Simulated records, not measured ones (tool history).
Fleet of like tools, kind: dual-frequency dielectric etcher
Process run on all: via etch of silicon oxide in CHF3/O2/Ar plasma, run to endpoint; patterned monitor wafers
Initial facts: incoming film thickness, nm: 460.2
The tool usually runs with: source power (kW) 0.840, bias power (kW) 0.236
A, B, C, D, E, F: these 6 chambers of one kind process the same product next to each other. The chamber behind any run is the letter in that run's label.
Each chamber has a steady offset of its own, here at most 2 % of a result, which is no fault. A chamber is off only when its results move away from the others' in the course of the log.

run 1D hour=4.3 | source_power_(kW)=0.840 bias_power_(kW)=0.236 | endpoint_time_(s)=188.75
run 2F hour=7.8 | source_power_(kW)=0.840 bias_power_(kW)=0.236 | endpoint_time_(s)=186.46
run 3B hour=11.4 | source_power_(kW)=0.840 bias_power_(kW)=0.236 | endpoint_time_(s)=190.72
run 4A hour=14.2 | source_power_(kW)=0.840 bias_power_(kW)=0.236 | endpoint_time_(s)=188.86
run 5E hour=18.4 | source_power_(kW)=0.840 bias_power_(kW)=0.236 | endpoint_time_(s)=185.12
run 6C hour=22.0 | source_power_(kW)=0.840 bias_power_(kW)=0.236 | endpoint_time_(s)=187.45
run 7E hour=25.6 | source_power_(kW)=0.840 bias_power_(kW)=0.236 | endpoint_time_(s)=188.19
-- hour=28.2 chamber C: wet clean of the chamber
run 8F hour=28.3 | source_power_(kW)=0.840 bias_power_(kW)=0.236 | endpoint_time_(s)=187.67
run 9D hour=31.7 | source_power_(kW)=0.840 bias_power_(kW)=0.260 | endpoint_time_(s)=182.45
run 10C hour=35.1 | source_power_(kW)=0.840 bias_power_(kW)=0.260 | endpoint_time_(s)=182.32
run 11B hour=37.4 | source_power_(kW)=0.840 bias_power_(kW)=0.260 | endpoint_time_(s)=182.30
run 12A hour=41.0 | source_power_(kW)=0.840 bias_power_(kW)=0.260 | endpoint_time_(s)=182.23
run 13A hour=44.6 | source_power_(kW)=0.840 bias_power_(kW)=0.260 | endpoint_time_(s)=182.60
run 14F hour=47.3 | source_power_(kW)=0.840 bias_power_(kW)=0.260 | endpoint_time_(s)=179.03
run 15E hour=49.8 | source_power_(kW)=0.840 bias_power_(kW)=0.236 | endpoint_time_(s)=185.23
run 16B hour=52.1 | source_power_(kW)=0.840 bias_power_(kW)=0.236 | endpoint_time_(s)=188.54
run 17D hour=55.8 | source_power_(kW)=0.840 bias_power_(kW)=0.236 | endpoint_time_(s)=187.97
run 18C hour=60.1 | source_power_(kW)=0.840 bias_power_(kW)=0.236 | endpoint_time_(s)=188.31
run 19F hour=62.7 | source_power_(kW)=0.920 bias_power_(kW)=0.216 | endpoint_time_(s)=185.17
run 20B hour=65.6 | source_power_(kW)=0.920 bias_power_(kW)=0.216 | endpoint_time_(s)=188.35
run 21A hour=70.0 | source_power_(kW)=0.920 bias_power_(kW)=0.216 | endpoint_time_(s)=190.30
run 22E hour=73.3 | source_power_(kW)=0.920 bias_power_(kW)=0.216 | endpoint_time_(s)=186.48
run 23D hour=76.7 | source_power_(kW)=0.920 bias_power_(kW)=0.216 | endpoint_time_(s)=187.90
run 24C hour=80.6 | source_power_(kW)=0.920 bias_power_(kW)=0.216 | endpoint_time_(s)=185.66
run 25C hour=82.7 | source_power_(kW)=0.840 bias_power_(kW)=0.236 | endpoint_time_(s)=187.22
run 26B hour=87.2 | source_power_(kW)=0.840 bias_power_(kW)=0.236 | endpoint_time_(s)=191.09
run 27A hour=89.5 | source_power_(kW)=0.840 bias_power_(kW)=0.236 | endpoint_time_(s)=187.69
run 28F hour=92.9 | source_power_(kW)=0.840 bias_power_(kW)=0.236 | endpoint_time_(s)=186.86
run 29D hour=96.7 | source_power_(kW)=0.840 bias_power_(kW)=0.236 | endpoint_time_(s)=187.32
-- hour=97.5 chamber F: wet clean of the chamber
run 30E hour=99.9 | source_power_(kW)=0.840 bias_power_(kW)=0.236 | endpoint_time_(s)=184.94
run 31B hour=104.6 | source_power_(kW)=0.840 bias_power_(kW)=0.236 | endpoint_time_(s)=188.38
run 32E hour=108.4 | source_power_(kW)=0.840 bias_power_(kW)=0.236 | endpoint_time_(s)=188.53
run 33A hour=111.1 | source_power_(kW)=0.840 bias_power_(kW)=0.293 | endpoint_time_(s)=173.41
run 34C hour=115.0 | source_power_(kW)=0.840 bias_power_(kW)=0.293 | endpoint_time_(s)=173.47
run 35F hour=119.0 | source_power_(kW)=0.840 bias_power_(kW)=0.293 | endpoint_time_(s)=173.96
run 36D hour=123.2 | source_power_(kW)=0.840 bias_power_(kW)=0.293 | endpoint_time_(s)=174.74
run 37D hour=125.7 | source_power_(kW)=0.840 bias_power_(kW)=0.293 | endpoint_time_(s)=174.07
run 38B hour=130.4 | source_power_(kW)=0.840 bias_power_(kW)=0.293 | endpoint_time_(s)=178.51
run 39F hour=134.4 | source_power_(kW)=0.840 bias_power_(kW)=0.236 | endpoint_time_(s)=186.21
run 40C hour=136.9 | source_power_(kW)=0.840 bias_power_(kW)=0.236 | endpoint_time_(s)=188.62
run 41E hour=141.1 | source_power_(kW)=0.840 bias_power_(kW)=0.236 | endpoint_time_(s)=187.13
run 42A hour=143.6 | source_power_(kW)=0.840 bias_power_(kW)=0.236 | endpoint_time_(s)=187.01
run 43C hour=146.1 | source_power_(kW)=0.840 bias_power_(kW)=0.236 | endpoint_time_(s)=187.30
run 44D hour=150.4 | source_power_(kW)=0.920 bias_power_(kW)=0.236 | endpoint_time_(s)=184.89

Has any chamber moved away from the others, gradually or after a service, or does the common gauge drift, or do the chambers differ only by their own small steady offsets? State the chamber and the most likely cause if one applies.

All chambers stay in line apart from their small fixed offsets, and the gauge does not drift.
